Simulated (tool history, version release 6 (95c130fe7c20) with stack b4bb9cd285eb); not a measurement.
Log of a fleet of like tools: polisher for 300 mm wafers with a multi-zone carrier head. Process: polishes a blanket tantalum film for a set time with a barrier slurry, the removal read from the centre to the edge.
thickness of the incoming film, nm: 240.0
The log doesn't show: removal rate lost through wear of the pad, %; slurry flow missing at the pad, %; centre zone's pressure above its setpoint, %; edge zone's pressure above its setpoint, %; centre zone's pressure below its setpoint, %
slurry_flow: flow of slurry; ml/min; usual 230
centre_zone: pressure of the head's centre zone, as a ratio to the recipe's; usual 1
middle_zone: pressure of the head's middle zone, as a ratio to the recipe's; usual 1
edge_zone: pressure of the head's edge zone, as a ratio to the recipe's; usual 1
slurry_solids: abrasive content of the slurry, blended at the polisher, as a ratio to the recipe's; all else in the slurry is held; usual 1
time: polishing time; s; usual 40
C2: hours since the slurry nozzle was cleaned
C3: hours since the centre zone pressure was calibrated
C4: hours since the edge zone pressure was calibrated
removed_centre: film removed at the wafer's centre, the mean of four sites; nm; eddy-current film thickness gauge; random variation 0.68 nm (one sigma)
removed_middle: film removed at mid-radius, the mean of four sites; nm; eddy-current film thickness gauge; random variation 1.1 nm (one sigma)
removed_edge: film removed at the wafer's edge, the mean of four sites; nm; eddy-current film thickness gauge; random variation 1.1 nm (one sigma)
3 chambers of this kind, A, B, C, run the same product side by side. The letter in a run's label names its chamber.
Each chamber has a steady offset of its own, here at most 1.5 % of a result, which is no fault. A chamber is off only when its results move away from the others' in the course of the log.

At hour 1.5: chamber C: worn pad replaced by a new one.
Run 1C, hour 8.6: usual settings; wafers polished on this pad 70; C2 31.4; C3 1281.8; C4 773.2. Result: removed_centre 95.191 nm, removed_middle 96.774 nm, removed_edge 96.392 nm.
Run 2B, hour 18.9: usual settings; wafers polished on this pad 315; C2 479; C3 143.8; C4 163.7. Result: removed_centre 94.949 nm, removed_middle 96.591 nm, removed_edge 92.706 nm.
Run 3A, hour 28.5: usual settings; wafers polished on this pad 1086; C2 510.5; C3 289.3; C4 624.6. Result: removed_centre 96.008 nm, removed_middle 94.562 nm, removed_edge 96.692 nm.
At hour 33.1: chamber A: worn pad replaced by a new one.
Run 4B, hour 39.3: usual settings; wafers polished on this pad 516; C2 499.4; C3 164.2; C4 184.1. Result: removed_centre 96.213 nm, removed_middle 93.841 nm, removed_edge 96.081 nm.
Run 5A, hour 47.1: usual settings; wafers polished on this pad 138; C2 529.1; C3 307.9; C4 643.2. Result: removed_centre 97.181 nm, removed_middle 96.44 nm, removed_edge 96.589 nm.
Run 6C, hour 52.2: usual settings but centre_zone 0.95, middle_zone 0.9; wafers polished on this pad 500; C2 75; C3 1325.4; C4 816.8. Result: removed_centre 90.478 nm, removed_middle 85.696 nm, removed_edge 93.507 nm.
Run 7B, hour 57.8: usual settings but centre_zone 0.95, middle_zone 0.9; wafers polished on this pad 698; C2 517.9; C3 182.7; C4 202.6. Result: removed_centre 88.941 nm, removed_middle 89.391 nm, removed_edge 95.951 nm.
At hour 63: chamber C: worn pad replaced by a new one.
Run 8C, hour 64.5: usual settings but centre_zone 0.95, middle_zone 0.9; wafers polished on this pad 14; C2 87.3; C3 1337.7; C4 829.1. Result: removed_centre 91.175 nm, removed_middle 87.05 nm, removed_edge 97.668 nm.
Run 9A, hour 74: usual settings but centre_zone 0.89, edge_zone 0.95; wafers polished on this pad 403; C2 556; C3 334.8; C4 670.1. Result: removed_centre 84.757 nm, removed_middle 96.989 nm, removed_edge 94.404 nm.
At hour 76.8: chamber C: centre zone pressure recalibrated.
Run 10B, hour 82.5: usual settings but centre_zone 0.89, edge_zone 0.95; wafers polished on this pad 942; C2 542.6; C3 207.4; C4 227.3. Result: removed_centre 83.539 nm, removed_middle 95.081 nm, removed_edge 94.822 nm.
At hour 87.5: chamber B: slurry nozzle cleaned.
Run 11C, hour 88.7: usual settings but centre_zone 0.89, edge_zone 0.95; wafers polished on this pad 253; C2 111.5; C3 11.9; C4 853.3. Result: removed_centre 78.214 nm, removed_middle 97.298 nm, removed_edge 92.829 nm.
Run 12A, hour 94.3: usual settings; wafers polished on this pad 603; C2 576.3; C3 355.1; C4 690.4. Result: removed_centre 95.578 nm, removed_middle 95.946 nm, removed_edge 94.755 nm.
At hour 97.6: chamber B: worn pad replaced by a new one.
Run 13A, hour 100.3: usual settings; wafers polished on this pad 663; C2 582.3; C3 361.1; C4 696.4. Result: removed_centre 96.53 nm, removed_middle 95.907 nm, removed_edge 96.061 nm.
Run 14B, hour 110.1: usual settings; wafers polished on this pad 123; C2 22.7; C3 235; C4 254.9. Result: removed_centre 94.945 nm, removed_middle 96.33 nm, removed_edge 95.745 nm.
Run 15C, hour 118.4: usual settings; wafers polished on this pad 546; C2 141.2; C3 41.6; C4 883. Result: removed_centre 90.063 nm, removed_middle 95.49 nm, removed_edge 96.384 nm.
At hour 122.9: chamber C: worn pad replaced by a new one.
Run 16A, hour 128.2: usual settings but slurry_flow 255 ml/min, middle_zone 1.07; wafers polished on this pad 937; C2 610.2; C3 389; C4 724.3. Result: removed_centre 98.394 nm, removed_middle 104.38 nm, removed_edge 96.166 nm.
Run 17B, hour 136.8: usual settings but slurry_flow 255 ml/min, middle_zone 1.07; wafers polished on this pad 386; C2 49.4; C3 261.7; C4 281.6. Result: removed_centre 97.407 nm, removed_middle 103.5 nm, removed_edge 96.38 nm.
Run 18C, hour 144.9: usual settings but slurry_flow 255 ml/min, middle_zone 1.07; wafers polished on this pad 217; C2 167.7; C3 68.1; C4 909.5. Result: removed_centre 90.152 nm, removed_middle 103.48 nm, removed_edge 96.003 nm.
At hour 146.1: chamber A: worn pad replaced by a new one.
Run 19B, hour 155.5: usual settings; wafers polished on this pad 571; C2 68.1; C3 280.4; C4 300.3. Result: removed_centre 94.744 nm, removed_middle 96.064 nm, removed_edge 92.75 nm.
Run 20C, hour 165: usual settings; wafers polished on this pad 415; C2 187.8; C3 88.2; C4 929.6. Result: removed_centre 89.842 nm, removed_middle 95.634 nm, removed_edge 95.649 nm.
At hour 167.8: chamber B: centre zone pressure recalibrated.
Run 21A, hour 171.6: usual settings; wafers polished on this pad 251; C2 653.6; C3 432.4; C4 767.7. Result: removed_centre 94.771 nm, removed_middle 96.758 nm, removed_edge 97.386 nm.
Run 22A, hour 182.6: usual settings but slurry_solids 0.85; wafers polished on this pad 359; C2 664.6; C3 443.4; C4 778.7. Result: removed_centre 91.199 nm, removed_middle 92.556 nm, removed_edge 90.801 nm.
Run 23B, hour 189.9: usual settings but slurry_solids 0.85; wafers polished on this pad 910; C2 102.5; C3 22.2; C4 334.7. Result: removed_centre 91.221 nm, removed_middle 91.931 nm, removed_edge 91.949 nm.

Next, every chamber runs the same settings. What will each give?
Run 24A, hour 198: usual settings. Result: removed_centre ?, removed_middle ?, removed_edge ?.
Run 24B, hour 198: usual settings. Result: removed_centre ?, removed_middle ?, removed_edge ?.
Run 24C, hour 198: usual settings. Result: removed_centre ?, removed_middle ?, removed_edge ?.

run  removed_centre  removed_middle  removed_edge
24A          95.833          95.465        94.727
24B          95.755          95.117        94.515
24C          89.029          98.771        96.505
